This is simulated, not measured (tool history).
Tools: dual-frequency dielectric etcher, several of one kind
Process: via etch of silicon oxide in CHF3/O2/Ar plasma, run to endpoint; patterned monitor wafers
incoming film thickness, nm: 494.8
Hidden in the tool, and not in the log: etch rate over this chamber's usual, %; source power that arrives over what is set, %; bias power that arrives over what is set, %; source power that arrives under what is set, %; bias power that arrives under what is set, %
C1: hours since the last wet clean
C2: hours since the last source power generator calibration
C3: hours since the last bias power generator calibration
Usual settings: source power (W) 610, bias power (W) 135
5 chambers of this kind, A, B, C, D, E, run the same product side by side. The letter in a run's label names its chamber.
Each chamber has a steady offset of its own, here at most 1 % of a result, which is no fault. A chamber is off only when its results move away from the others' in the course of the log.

run 1A hour=3.9 | source_power_(W)=610 bias_power_(W)=135 | C1=72.7 C2=721.4 C3=2919.9 | endpoint_time_(s)=273.85
run 2C hour=8.1 | source_power_(W)=610 bias_power_(W)=135 | C1=457.4 C2=2547.2 C3=983.9 | endpoint_time_(s)=274.92
run 3E hour=10.5 | source_power_(W)=610 bias_power_(W)=135 | C1=325.6 C2=519.5 C3=2063.9 | endpoint_time_(s)=269.60
run 4D hour=13.3 | source_power_(W)=610 bias_power_(W)=135 | C1=446.7 C2=996.1 C3=1480.8 | endpoint_time_(s)=273.65
run 5B hour=16.7 | source_power_(W)=510 bias_power_(W)=135 | C1=43.9 C2=3994.5 C3=1085.2 | endpoint_time_(s)=291.85
run 6C hour=19.1 | source_power_(W)=510 bias_power_(W)=135 | C1=468.4 C2=2558.2 C3=994.9 | endpoint_time_(s)=291.07
run 7B hour=22.4 | source_power_(W)=510 bias_power_(W)=135 | C1=49.6 C2=4000.2 C3=1090.9 | endpoint_time_(s)=289.18
run 8A hour=27.0 | source_power_(W)=510 bias_power_(W)=135 | C1=95.8 C2=744.5 C3=2943.0 | endpoint_time_(s)=293.04
-- hour=30.6 chamber D: wet clean of the chamber
run 9E hour=31.1 | source_power_(W)=510 bias_power_(W)=135 | C1=346.2 C2=540.1 C3=2084.5 | endpoint_time_(s)=291.12
run 10D hour=33.3 | source_power_(W)=610 bias_power_(W)=135 | C1=2.7 C2=1016.1 C3=1500.8 | endpoint_time_(s)=271.55
run 11D hour=35.7 | source_power_(W)=610 bias_power_(W)=135 | C1=5.1 C2=1018.5 C3=1503.2 | endpoint_time_(s)=275.12
run 12E hour=39.2 | source_power_(W)=610 bias_power_(W)=135 | C1=354.3 C2=548.2 C3=2092.6 | endpoint_time_(s)=271.18
run 13B hour=42.4 | source_power_(W)=610 bias_power_(W)=135 | C1=69.6 C2=4020.2 C3=1110.9 | endpoint_time_(s)=266.76
run 14C hour=45.5 | source_power_(W)=750 bias_power_(W)=135 | C1=494.8 C2=2584.6 C3=1021.3 | endpoint_time_(s)=251.47
-- hour=47.9 chamber E: wet clean of the chamber
run 15A hour=48.0 | source_power_(W)=750 bias_power_(W)=135 | C1=116.8 C2=765.5 C3=2964.0 | endpoint_time_(s)=251.35
run 16A hour=51.7 | source_power_(W)=750 bias_power_(W)=135 | C1=120.5 C2=769.2 C3=2967.7 | endpoint_time_(s)=250.83
run 17E hour=55.8 | source_power_(W)=750 bias_power_(W)=135 | C1=8.0 C2=564.8 C3=2109.2 | endpoint_time_(s)=238.67
run 18B hour=59.5 | source_power_(W)=750 bias_power_(W)=135 | C1=86.7 C2=4037.3 C3=1128.0 | endpoint_time_(s)=251.48
run 19C hour=64.2 | source_power_(W)=610 bias_power_(W)=135 | C1=513.5 C2=2603.3 C3=1040.0 | endpoint_time_(s)=277.11
run 20D hour=68.0 | source_power_(W)=610 bias_power_(W)=135 | C1=37.4 C2=1050.8 C3=1535.5 | endpoint_time_(s)=273.67
run 21E hour=70.5 | source_power_(W)=610 bias_power_(W)=135 | C1=22.7 C2=579.5 C3=2123.9 | endpoint_time_(s)=257.80
run 22A hour=74.6 | source_power_(W)=610 bias_power_(W)=135 | C1=143.4 C2=792.1 C3=2990.6 | endpoint_time_(s)=273.84
run 23D hour=78.1 | source_power_(W)=610 bias_power_(W)=135 | C1=47.5 C2=1060.9 C3=1545.6 | endpoint_time_(s)=271.68
run 24B hour=81.0 | source_power_(W)=610 bias_power_(W)=135 | C1=108.2 C2=4058.8 C3=1149.5 | endpoint_time_(s)=267.78
run 25C hour=83.3 | source_power_(W)=610 bias_power_(W)=135 | C1=532.6 C2=2622.4 C3=1059.1 | endpoint_time_(s)=271.68
run 26D hour=86.6 | source_power_(W)=610 bias_power_(W)=135 | C1=56.0 C2=1069.4 C3=1554.1 | endpoint_time_(s)=271.38
run 27E hour=91.2 | source_power_(W)=610 bias_power_(W)=135 | C1=43.4 C2=600.2 C3=2144.6 | endpoint_time_(s)=259.61
run 28B hour=95.9 | source_power_(W)=550 bias_power_(W)=164 | C1=123.1 C2=4073.7 C3=1164.4 | endpoint_time_(s)=263.90
run 29A hour=98.7 | source_power_(W)=550 bias_power_(W)=164 | C1=167.5 C2=816.2 C3=3014.7 | endpoint_time_(s)=265.81
run 30C hour=102.1 | source_power_(W)=550 bias_power_(W)=164 | C1=551.4 C2=2641.2 C3=1077.9 | endpoint_time_(s)=264.76
run 31C hour=105.2 | source_power_(W)=550 bias_power_(W)=164 | C1=554.5 C2=2644.3 C3=1081.0 | endpoint_time_(s)=264.78
run 32B hour=107.8 | source_power_(W)=550 bias_power_(W)=164 | C1=135.0 C2=4085.6 C3=1176.3 | endpoint_time_(s)=263.35
run 33A hour=110.8 | source_power_(W)=610 bias_power_(W)=135 | C1=179.6 C2=828.3 C3=3026.8 | endpoint_time_(s)=270.60

Is one chamber off against the others, does the gauge drift, or is nothing wrong? If a chamber is off, say which, and what the likeliest cause is.

A service left chamber E off against the others.
Cause: etch rate over this chamber's usual, % = 4.35.

Here are 4 candidates for chamber E's next run, each the usual settings with a change, their results left as question marks. Which one brings its results back in line with what the others give on the usual settings?
In line means no further than this from the other chambers' mean on the usual settings: endpoint time (s) 5.40
run 34E-1 hour=114.2 | source_power_(W)=650 bias_power_(W)=143 | endpoint_time_(s)=?
run 34E-2 hour=114.2 | source_power_(W)=610 bias_power_(W)=116 | endpoint_time_(s)=?
run 34E-3 hour=114.2 | source_power_(W)=740 bias_power_(W)=135 | endpoint_time_(s)=?
run 34E-4 hour=114.2 | source_power_(W)=610 bias_power_(W)=104 | endpoint_time_(s)=?

The other chambers' mean on the usual settings: endpoint time (s) 271.79
run=34E-1 endpoint_time_(s)=248.46
run=34E-2 endpoint_time_(s)=272.25
run=34E-3 endpoint_time_(s)=240.44
run=34E-4 endpoint_time_(s)=281.50
34E-2 brings the chamber back in line.
